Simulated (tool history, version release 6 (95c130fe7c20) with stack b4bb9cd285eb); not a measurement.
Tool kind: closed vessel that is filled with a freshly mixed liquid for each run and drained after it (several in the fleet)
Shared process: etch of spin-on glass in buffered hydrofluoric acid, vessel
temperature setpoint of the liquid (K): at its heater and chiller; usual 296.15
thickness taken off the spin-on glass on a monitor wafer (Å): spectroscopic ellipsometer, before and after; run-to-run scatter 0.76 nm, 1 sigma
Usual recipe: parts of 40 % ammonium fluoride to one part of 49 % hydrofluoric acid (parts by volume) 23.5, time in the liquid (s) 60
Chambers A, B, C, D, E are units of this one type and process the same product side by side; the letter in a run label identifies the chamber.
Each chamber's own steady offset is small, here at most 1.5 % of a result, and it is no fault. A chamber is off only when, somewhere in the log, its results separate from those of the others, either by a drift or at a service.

| run | hour | temperature setpoint of the liquid (K) | parts of 40 % ammonium fluoride to one part of 49 % hydrofluoric acid (parts by volume) | time in the liquid (s) | read-back film thickness of the spin-on glass reference wafer, read on the same gauge (nm) | thickness taken off the spin-on glass on a monitor wafer (Å) |
|---|---|---|---|---|---|---|
| 1D | 5.3 | 296.15 | 23.5 | 60 | 119.97 | 1027.3 |
|  | 13.6 | chamber D: thermometer replaced |
| 2B | 16.0 | 296.15 | 23.5 | 60 | 120.00 | 1013.5 |
| 3C | 21.4 | 296.15 | 23.5 | 60 | 120.01 | 1021.4 |
|  | 28.6 | chamber A: thermometer replaced |
| 4E | 29.8 | 296.15 | 23.5 | 60 | 120.01 | 1004.6 |
| 5A | 37.5 | 296.15 | 18.5 | 85 | 120.02 | 1741.6 |
| 6C | 43.2 | 296.15 | 18.5 | 85 | 119.98 | 1752.5 |
| 7E | 49.7 | 296.15 | 18.5 | 85 | 119.98 | 1746.5 |
| 8D | 60.2 | 296.15 | 18.5 | 85 | 120.01 | 1769.2 |
| 9A | 71.1 | 296.15 | 18.5 | 85 | 119.98 | 1766.6 |
| 10B | 77.2 | 296.15 | 23.5 | 80 | 120.02 | 1338.8 |
| 11E | 84.7 | 296.15 | 23.5 | 80 | 120.00 | 1337.1 |
| 12A | 94.2 | 296.15 | 23.5 | 80 | 120.01 | 1360.7 |
| 13C | 104.0 | 296.15 | 23.5 | 80 | 119.98 | 1349.0 |
| 14D | 109.1 | 296.15 | 23.5 | 80 | 120.00 | 1376.5 |
| 15B | 118.4 | 296.15 | 23.5 | 60 | 119.98 | 1017.8 |
| 16B | 125.0 | 296.15 | 23.5 | 60 | 119.99 | 1017.2 |
|  | 128.7 | chamber B: hydrofluoric acid flow meter replaced |
| 17D | 131.5 | 300.15 | 29.0 | 60 | 119.99 | 1097.8 |
|  | 133.3 | chamber B: thermometer replaced |
|  | 133.6 | chamber C: hydrofluoric acid flow meter replaced |
| 18A | 138.1 | 300.15 | 29.0 | 60 | 119.97 | 1107.1 |
| 19C | 148.6 | 300.15 | 29.0 | 60 | 120.03 | 1087.7 |
| 20E | 155.8 | 300.15 | 29.0 | 60 | 120.02 | 1088.1 |
| 21A | 166.7 | 300.15 | 29.0 | 60 | 119.98 | 1097.0 |
| 22B | 177.5 | 296.15 | 23.5 | 60 | 120.00 | 1005.1 |
| 23D | 187.3 | 296.15 | 23.5 | 60 | 120.02 | 1024.6 |
| 24E | 194.8 | 296.15 | 23.5 | 60 | 120.03 | 1002.8 |
| 25C | 201.7 | 296.15 | 23.5 | 60 | 119.99 | 1034.8 |
| 26C | 208.2 | 296.15 | 23.5 | 60 | 120.01 | 1016.0 |
| 27B | 217.8 | 296.15 | 23.5 | 60 | 120.01 | 1013.0 |
|  | 224.4 | chamber D: hydrofluoric acid flow meter replaced |
| 28E | 225.3 | 296.15 | 23.5 | 60 | 120.02 | 1013.8 |
| 29D | 233.7 | 296.15 | 23.5 | 60 | 119.97 | 1028.4 |
| 30A | 240.7 | 296.15 | 23.5 | 60 | 120.00 | 1013.1 |

All chambers now run identical settings, listed one chamber a line with results as question marks. What results will each chamber show?
| 31A | 248.4 | 300.65 | 23.5 | 60 |  | ? |
| 31B | 248.4 | 300.65 | 23.5 | 60 |  | ? |
| 31C | 248.4 | 300.65 | 23.5 | 60 |  | ? |
| 31D | 248.4 | 300.65 | 23.5 | 60 |  | ? |
| 31E | 248.4 | 300.65 | 23.5 | 60 |  | ? |

| run | thickness taken off the spin-on glass on a monitor wafer (Å) |
|---|---|
| 31A | 1317.2 |
| 31B | 1297.0 |
| 31C | 1290.3 |
| 31D | 1299.4 |
| 31E | 1296.4 |
